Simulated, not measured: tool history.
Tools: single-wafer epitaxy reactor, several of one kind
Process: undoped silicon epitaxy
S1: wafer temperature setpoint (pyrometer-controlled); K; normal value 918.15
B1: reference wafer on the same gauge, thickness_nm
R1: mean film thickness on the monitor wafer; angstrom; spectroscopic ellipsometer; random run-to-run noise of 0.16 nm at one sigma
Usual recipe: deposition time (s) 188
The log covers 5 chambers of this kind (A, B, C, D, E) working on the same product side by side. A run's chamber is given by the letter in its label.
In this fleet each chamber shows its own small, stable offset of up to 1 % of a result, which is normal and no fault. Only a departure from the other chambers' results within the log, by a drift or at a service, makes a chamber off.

run 1E hour=6.5 | S1=918.15 deposition_time_(s)=188 | B1=26.989 | R1=281.12
run 2A hour=12.8 | S1=918.15 deposition_time_(s)=188 | B1=26.964 | R1=279.6
run 3B hour=22.6 | S1=918.15 deposition_time_(s)=188 | B1=26.986 | R1=282.65
run 4C hour=30.9 | S1=918.15 deposition_time_(s)=188 | B1=26.994 | R1=283.61
run 5D hour=36.2 | S1=918.15 deposition_time_(s)=188 | B1=26.979 | R1=282.9
run 6D hour=41.4 | S1=918.15 deposition_time_(s)=188 | B1=26.985 | R1=284.52
run 7E hour=51.9 | S1=918.15 deposition_time_(s)=188 | B1=26.944 | R1=281.11
run 8A hour=59.4 | S1=918.15 deposition_time_(s)=188 | B1=26.965 | R1=278.64
run 9C hour=66.2 | S1=918.15 deposition_time_(s)=188 | B1=26.982 | R1=282.13
run 10B hour=73.2 | S1=918.15 deposition_time_(s)=188 | B1=26.969 | R1=281.79
run 11A hour=82.2 | S1=918.15 deposition_time_(s)=188 | B1=27.03 | R1=282.02
-- hour=87.1 chamber A: pyrometer calibrated
run 12D hour=91.6 | S1=918.15 deposition_time_(s)=188 | B1=27.044 | R1=285.42
run 13B hour=99.2 | S1=926.15 deposition_time_(s)=188 | B1=27 | R1=334.31
run 14E hour=105.4 | S1=926.15 deposition_time_(s)=188 | B1=27.029 | R1=336.91
run 15C hour=110.9 | S1=926.15 deposition_time_(s)=188 | B1=27.03 | R1=336.45
run 16C hour=120.5 | S1=926.15 deposition_time_(s)=188 | B1=26.966 | R1=338.99
run 17B hour=125.6 | S1=926.15 deposition_time_(s)=188 | B1=26.956 | R1=340.24
run 18A hour=131.6 | S1=918.15 deposition_time_(s)=188 | B1=27.014 | R1=282.56
run 19D hour=137.9 | S1=918.15 deposition_time_(s)=188 | B1=26.998 | R1=282.07
run 20E hour=144.4 | S1=918.15 deposition_time_(s)=188 | B1=27.027 | R1=282.2
run 21E hour=153.8 | S1=918.15 deposition_time_(s)=188 | B1=26.972 | R1=282.74
run 22D hour=164.3 | S1=918.15 deposition_time_(s)=188 | B1=26.958 | R1=285.32
run 23B hour=173.1 | S1=918.15 deposition_time_(s)=188 | B1=27.045 | R1=290.03
run 24A hour=181.3 | S1=918.15 deposition_time_(s)=188 | B1=26.969 | R1=279.96
run 25C hour=187.2 | S1=918.15 deposition_time_(s)=188 | B1=26.992 | R1=283.03
run 26A hour=195.3 | S1=918.15 deposition_time_(s)=188 | B1=26.967 | R1=281
run 27B hour=205.2 | S1=904.15 deposition_time_(s)=210 | B1=27.008 | R1=238.43
run 28D hour=213.8 | S1=904.15 deposition_time_(s)=210 | B1=27.01 | R1=233.4
run 29C hour=218.9 | S1=904.15 deposition_time_(s)=210 | B1=26.977 | R1=228.18
run 30E hour=225.3 | S1=904.15 deposition_time_(s)=210 | B1=26.978 | R1=234.56
run 31B hour=232 | S1=904.15 deposition_time_(s)=210 | B1=26.982 | R1=239.62

All chambers now run identical settings, listed one chamber a line with results as question marks. What results will each chamber show?
run 32A hour=239.5 | S1=930.15 deposition_time_(s)=188 | R1=?
run 32B hour=239.5 | S1=930.15 deposition_time_(s)=188 | R1=?
run 32C hour=239.5 | S1=930.15 deposition_time_(s)=188 | R1=?
run 32D hour=239.5 | S1=930.15 deposition_time_(s)=188 | R1=?
run 32E hour=239.5 | S1=930.15 deposition_time_(s)=188 | R1=?

run=32A R1=362.37
run=32B R1=383.73
run=32C R1=366.62
run=32D R1=365.26
run=32E R1=367.88

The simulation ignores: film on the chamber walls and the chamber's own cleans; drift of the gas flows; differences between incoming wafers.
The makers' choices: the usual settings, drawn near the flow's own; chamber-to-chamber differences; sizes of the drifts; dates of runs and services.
